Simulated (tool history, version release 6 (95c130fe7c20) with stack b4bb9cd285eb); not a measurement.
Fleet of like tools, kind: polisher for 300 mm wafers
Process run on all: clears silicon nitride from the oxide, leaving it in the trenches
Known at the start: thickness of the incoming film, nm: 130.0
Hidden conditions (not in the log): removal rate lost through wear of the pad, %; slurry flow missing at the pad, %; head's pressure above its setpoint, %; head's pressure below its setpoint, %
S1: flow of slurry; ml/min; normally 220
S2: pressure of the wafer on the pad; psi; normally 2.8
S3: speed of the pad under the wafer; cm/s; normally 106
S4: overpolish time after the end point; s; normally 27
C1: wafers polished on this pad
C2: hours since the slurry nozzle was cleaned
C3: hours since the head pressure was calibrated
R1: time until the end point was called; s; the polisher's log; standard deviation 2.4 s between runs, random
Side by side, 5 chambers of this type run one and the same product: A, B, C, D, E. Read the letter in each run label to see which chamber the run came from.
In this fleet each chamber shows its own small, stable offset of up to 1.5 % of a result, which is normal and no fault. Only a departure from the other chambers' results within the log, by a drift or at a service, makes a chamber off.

run 1B day=0.196 | S1=220 S2=2.8 S3=106 S4=27 | C1=111 C2=300.8 C3=1120.9 | R1=151.73
run 2C day=0.325 | S1=220 S2=2.8 S3=106 S4=27 | C1=344 C2=14.2 C3=165.2 | R1=152.22
-- day=0.450 chamber D: worn pad replaced by a new one
run 3E day=0.504 | S1=220 S2=2.8 S3=106 S4=27 | C1=899 C2=236.5 C3=472.4 | R1=152.64
run 4D day=0.604 | S1=220 S2=2.8 S3=106 S4=27 | C1=37 C2=225.0 C3=184.8 | R1=150.81
run 5A day=0.750 | S1=220 S2=2.0 S3=106 S4=27 | C1=353 C2=26.1 C3=448.8 | R1=217.02
-- day=0.779 chamber E: slurry nozzle cleaned
run 6A day=0.925 | S1=220 S2=2.0 S3=106 S4=27 | C1=395 C2=30.3 C3=453.0 | R1=208.73
run 7C day=1.067 | S1=220 S2=2.0 S3=106 S4=27 | C1=523 C2=32.0 C3=183.0 | R1=211.11
-- day=1.204 chamber E: worn pad replaced by a new one
run 8E day=1.212 | S1=220 S2=2.0 S3=106 S4=27 | C1=2 C2=10.5 C3=489.4 | R1=214.42
run 9D day=1.375 | S1=220 S2=2.0 S3=106 S4=27 | C1=223 C2=243.5 C3=203.3 | R1=212.32
run 10B day=1.579 | S1=220 S2=3.3 S3=106 S4=27 | C1=445 C2=334.0 C3=1154.1 | R1=129.03
run 11A day=1.692 | S1=220 S2=3.3 S3=106 S4=27 | C1=580 C2=48.7 C3=471.4 | R1=125.52
run 12E day=1.829 | S1=220 S2=3.3 S3=106 S4=27 | C1=151 C2=25.3 C3=504.2 | R1=123.84
run 13D day=1.954 | S1=220 S2=3.3 S3=106 S4=27 | C1=362 C2=257.4 C3=217.2 | R1=127.96
-- day=2.017 chamber B: worn pad replaced by a new one
-- day=2.042 chamber C: worn pad replaced by a new one
run 14C day=2.121 | S1=220 S2=3.3 S3=106 S4=27 | C1=19 C2=57.3 C3=208.3 | R1=127.22
run 15B day=2.221 | S1=220 S2=2.8 S3=106 S4=27 | C1=50 C2=349.4 C3=1169.5 | R1=151.42
run 16C day=2.429 | S1=220 S2=2.8 S3=106 S4=27 | C1=93 C2=64.7 C3=215.7 | R1=151.63
-- day=2.521 chamber A: worn pad replaced by a new one
run 17B day=2.546 | S1=220 S2=2.8 S3=106 S4=27 | C1=128 C2=357.2 C3=1177.3 | R1=153.55
run 18D day=2.700 | S1=220 S2=2.8 S3=106 S4=27 | C1=542 C2=275.3 C3=235.1 | R1=151.13
run 19A day=2.888 | S1=175 S2=3.4 S3=106 S4=27 | C1=88 C2=77.4 C3=500.1 | R1=126.55
-- day=2.908 chamber B: head pressure recalibrated
-- day=3.000 chamber D: worn pad replaced by a new one
run 20E day=3.058 | S1=175 S2=3.4 S3=106 S4=27 | C1=447 C2=54.8 C3=533.7 | R1=129.89
run 21E day=3.212 | S1=175 S2=3.4 S3=106 S4=27 | C1=484 C2=58.5 C3=537.4 | R1=127.33
run 22A day=3.367 | S1=175 S2=3.4 S3=106 S4=27 | C1=204 C2=88.9 C3=511.6 | R1=130.47
run 23C day=3.458 | S1=175 S2=3.4 S3=106 S4=27 | C1=341 C2=89.4 C3=240.4 | R1=128.32
run 24B day=3.575 | S1=220 S2=2.8 S3=106 S4=27 | C1=376 C2=381.9 C3=16.1 | R1=166.27
run 25D day=3.704 | S1=220 S2=2.8 S3=106 S4=27 | C1=170 C2=299.4 C3=259.2 | R1=147.90
run 26C day=3.825 | S1=220 S2=2.8 S3=106 S4=27 | C1=430 C2=98.2 C3=249.2 | R1=151.12
run 27B day=3.933 | S1=220 S2=2.8 S3=106 S4=27 | C1=463 C2=390.5 C3=24.7 | R1=160.92
run 28E day=4.104 | S1=220 S2=2.8 S3=106 S4=27 | C1=699 C2=79.9 C3=558.8 | R1=152.19
run 29A day=4.204 | S1=220 S2=2.8 S3=106 S4=27 | C1=406 C2=109.0 C3=531.7 | R1=150.79
-- day=4.308 chamber B: worn pad replaced by a new one
run 30D day=4.375 | S1=220 S2=2.8 S3=106 S4=27 | C1=332 C2=315.5 C3=275.3 | R1=153.68
run 31C day=4.542 | S1=220 S2=2.8 S3=106 S4=27 | C1=603 C2=115.4 C3=266.4 | R1=155.13
run 32E day=4.679 | S1=165 S2=2.8 S3=106 S4=27 | C1=838 C2=93.7 C3=572.6 | R1=160.89
run 33D day=4.829 | S1=165 S2=2.8 S3=106 S4=27 | C1=441 C2=326.4 C3=286.2 | R1=159.35
run 34A day=4.983 | S1=165 S2=2.8 S3=106 S4=27 | C1=594 C2=127.7 C3=550.4 | R1=161.73
run 35B day=5.096 | S1=165 S2=2.8 S3=106 S4=27 | C1=190 C2=418.4 C3=52.6 | R1=170.68
run 36E day=5.225 | S1=165 S2=2.8 S3=106 S4=27 | C1=970 C2=106.8 C3=585.7 | R1=158.43
-- day=5.308 chamber D: worn pad replaced by a new one
run 37B day=5.333 | S1=220 S2=2.8 S3=106 S4=27 | C1=247 C2=424.1 C3=58.3 | R1=169.95
run 38A day=5.492 | S1=220 S2=2.8 S3=106 S4=27 | C1=716 C2=139.9 C3=562.6 | R1=145.53
run 39D day=5.596 | S1=220 S2=2.8 S3=106 S4=19 | C1=69 C2=344.8 C3=304.6 | R1=149.96
-- day=5.754 chamber C: worn pad replaced by a new one
run 40C day=5.796 | S1=220 S2=2.8 S3=106 S4=19 | C1=11 C2=145.5 C3=296.5 | R1=150.29
run 41D day=5.925 | S1=220 S2=2.8 S3=106 S4=19 | C1=149 C2=352.7 C3=312.5 | R1=152.00

Has any chamber moved away from the others, gradually or after a service, or does the common gauge drift, or do the chambers differ only by their own small steady offsets? State the chamber and the most likely cause if one applies.

The work done on chamber B during a service left it standing apart from the others.
Likeliest cause: head's pressure below its setpoint, % = 8.72.

Chamber B could run next with any of the 4 candidate recipes listed below; each alters the usual settings, and their results appear as question marks. Which one brings its results back in line with what the other chambers deliver on the usual settings?
Allowed miss from the other chambers' usual-settings mean, per result, to count as in line: R1 8.50 s
run 42B-1 day=6.079 | S1=220 S2=2.9 S3=110 S4=27 | R1=?
run 42B-2 day=6.079 | S1=215 S2=2.3 S3=106 S4=27 | R1=?
run 42B-3 day=6.079 | S1=220 S2=3.1 S3=116 S4=27 | R1=?
run 42B-4 day=6.079 | S1=220 S2=2.7 S3=102 S4=27 | R1=?

On the usual settings, the other chambers give on average: R1 151.10 s
run=42B-1 R1=153.91
run=42B-2 R1=202.17
run=42B-3 R1=136.48
run=42B-4 R1=178.37
Change 42B-1 lands the chamber within the allowed miss of the other chambers.

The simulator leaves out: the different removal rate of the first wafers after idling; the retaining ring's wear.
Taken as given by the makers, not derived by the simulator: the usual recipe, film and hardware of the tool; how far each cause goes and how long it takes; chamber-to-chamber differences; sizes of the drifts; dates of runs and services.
